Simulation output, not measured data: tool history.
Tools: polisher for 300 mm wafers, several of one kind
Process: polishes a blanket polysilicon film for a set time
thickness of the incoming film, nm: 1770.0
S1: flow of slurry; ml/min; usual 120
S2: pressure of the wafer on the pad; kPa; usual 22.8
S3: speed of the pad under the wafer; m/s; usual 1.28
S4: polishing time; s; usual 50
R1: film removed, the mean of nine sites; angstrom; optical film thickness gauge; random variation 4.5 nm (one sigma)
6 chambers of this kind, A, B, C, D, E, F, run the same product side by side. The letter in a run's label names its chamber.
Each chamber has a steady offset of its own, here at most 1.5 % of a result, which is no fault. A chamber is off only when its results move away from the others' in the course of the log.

run 1C hour=3.7 | S1=120 S2=22.8 S3=1.28 S4=50 | R1=5615.4
run 2A hour=9.9 | S1=120 S2=22.8 S3=1.28 S4=50 | R1=5516.8
run 3D hour=14.9 | S1=120 S2=22.8 S3=1.28 S4=50 | R1=5618.6
-- hour=17.2 chamber E: worn pad replaced by a new one
-- hour=18.2 chamber C: worn pad replaced by a new one
run 4E hour=22.5 | S1=120 S2=22.8 S3=1.28 S4=50 | R1=5527.0
run 5F hour=30.4 | S1=120 S2=22.8 S3=1.28 S4=50 | R1=5665.9
run 6B hour=34.1 | S1=120 S2=22.8 S3=1.28 S4=50 | R1=5588.4
run 7C hour=39.0 | S1=120 S2=22.8 S3=1.28 S4=50 | R1=5541.4
run 8A hour=45.5 | S1=120 S2=22.8 S3=1.28 S4=50 | R1=5521.1
-- hour=49.4 chamber A: worn pad replaced by a new one
run 9E hour=51.2 | S1=120 S2=22.8 S3=1.28 S4=50 | R1=5572.2
run 10B hour=56.6 | S1=120 S2=22.8 S3=1.28 S4=50 | R1=5619.4
run 11D hour=61.4 | S1=120 S2=22.8 S3=1.28 S4=50 | R1=5513.7
-- hour=66.5 chamber B: worn pad replaced by a new one
run 12F hour=68.4 | S1=120 S2=22.8 S3=1.28 S4=50 | R1=5649.5
run 13A hour=72.2 | S1=135 S2=22.8 S3=1.28 S4=50 | R1=5746.2
run 14C hour=79.5 | S1=135 S2=22.8 S3=1.28 S4=50 | R1=5713.4
-- hour=82.6 chamber D: worn pad replaced by a new one
run 15B hour=83.5 | S1=135 S2=22.8 S3=1.28 S4=50 | R1=5696.3
run 16E hour=88.8 | S1=135 S2=22.8 S3=1.28 S4=50 | R1=5706.3
run 17F hour=95.4 | S1=135 S2=22.8 S3=1.28 S4=50 | R1=5710.1
run 18D hour=99.0 | S1=135 S2=22.8 S3=1.28 S4=50 | R1=5790.9
run 19E hour=105.8 | S1=120 S2=22.8 S3=1.28 S4=50 | R1=5474.4
-- hour=110.0 chamber E: worn pad replaced by a new one
run 20A hour=112.5 | S1=120 S2=22.8 S3=1.28 S4=50 | R1=5498.4
run 21D hour=117.3 | S1=145 S2=15.9 S3=1.28 S4=50 | R1=4076.0
-- hour=121.3 chamber C: worn pad replaced by a new one
run 22B hour=123.3 | S1=145 S2=15.9 S3=1.28 S4=50 | R1=3935.3
run 23F hour=128.0 | S1=145 S2=15.9 S3=1.28 S4=50 | R1=4138.5
-- hour=129.1 chamber E: slurry nozzle cleaned
run 24C hour=134.2 | S1=145 S2=15.9 S3=1.28 S4=50 | R1=4036.8
run 25B hour=142.1 | S1=145 S2=15.9 S3=1.28 S4=50 | R1=3939.7
-- hour=143.4 chamber F: worn pad replaced by a new one
run 26C hour=147.5 | S1=145 S2=15.9 S3=1.28 S4=50 | R1=4051.2
run 27E hour=151.7 | S1=120 S2=22.8 S3=1.28 S4=50 | R1=5551.4
run 28D hour=157.9 | S1=120 S2=22.8 S3=1.28 S4=50 | R1=5569.5
run 29A hour=161.8 | S1=120 S2=22.8 S3=1.28 S4=50 | R1=5516.4
run 30F hour=165.6 | S1=140 S2=20.0 S3=1.28 S4=50 | R1=5208.1
run 31E hour=172.6 | S1=140 S2=20.0 S3=1.28 S4=50 | R1=5043.7
-- hour=174.7 chamber A: worn pad replaced by a new one
run 32A hour=178.9 | S1=140 S2=20.0 S3=1.28 S4=50 | R1=5066.0
-- hour=182.3 chamber A: slurry nozzle cleaned
-- hour=183.0 chamber C: slurry nozzle cleaned
run 33F hour=183.8 | S1=140 S2=20.0 S3=1.28 S4=50 | R1=5062.7
run 34D hour=191.1 | S1=140 S2=20.0 S3=1.28 S4=50 | R1=4994.4
-- hour=191.7 chamber D: worn pad replaced by a new one
run 35B hour=197.3 | S1=140 S2=20.0 S3=1.28 S4=50 | R1=4746.5
run 36C hour=204.4 | S1=120 S2=22.8 S3=1.28 S4=50 | R1=5626.3
-- hour=207.1 chamber E: worn pad replaced by a new one
run 37D hour=210.2 | S1=120 S2=22.8 S3=1.28 S4=50 | R1=5508.4
run 38B hour=215.4 | S1=150 S2=22.8 S3=1.28 S4=34 | R1=3682.5
run 39E hour=221.3 | S1=150 S2=22.8 S3=1.28 S4=34 | R1=3918.4
-- hour=225.7 chamber C: worn pad replaced by a new one
run 40F hour=226.4 | S1=150 S2=22.8 S3=1.28 S4=34 | R1=4015.9
run 41A hour=233.8 | S1=150 S2=22.8 S3=1.28 S4=34 | R1=4000.3
run 42C hour=237.8 | S1=150 S2=22.8 S3=1.28 S4=34 | R1=3982.0

What goes on in this fleet: one chamber off, a drifting gauge, or nothing beyond the chambers' own small offsets? Name the chamber and the cause, if any.

Chamber B drifts away from the others.
Cause: slurry flow missing at the pad, % = 33.
The log may not tell that from: removal rate lost through wear of the pad, %; head's pressure below its setpoint, %.

Here are 4 candidates for chamber B's next run, each the usual settings with a change, their results left as question marks. Which one brings its results back in line with what the others give on the usual settings?
In line means no further than this from the other chambers' mean on the usual settings: R1 160.0 angstrom
run 43B-1 hour=243.5 | S1=120 S2=22.8 S3=1.14 S4=50 | R1=?
run 43B-2 hour=243.5 | S1=120 S2=21.4 S3=1.20 S4=47 | R1=?
run 43B-3 hour=243.5 | S1=120 S2=22.8 S3=1.28 S4=61 | R1=?
run 43B-4 hour=243.5 | S1=120 S2=24.1 S3=1.28 S4=53 | R1=?

The other chambers' mean on the usual settings: R1 5596.9 angstrom
run=43B-1 R1=4510.6
run=43B-2 R1=4187.4
run=43B-3 R1=6175.1
run=43B-4 R1=5695.3
43B-4 brings the chamber back in line.
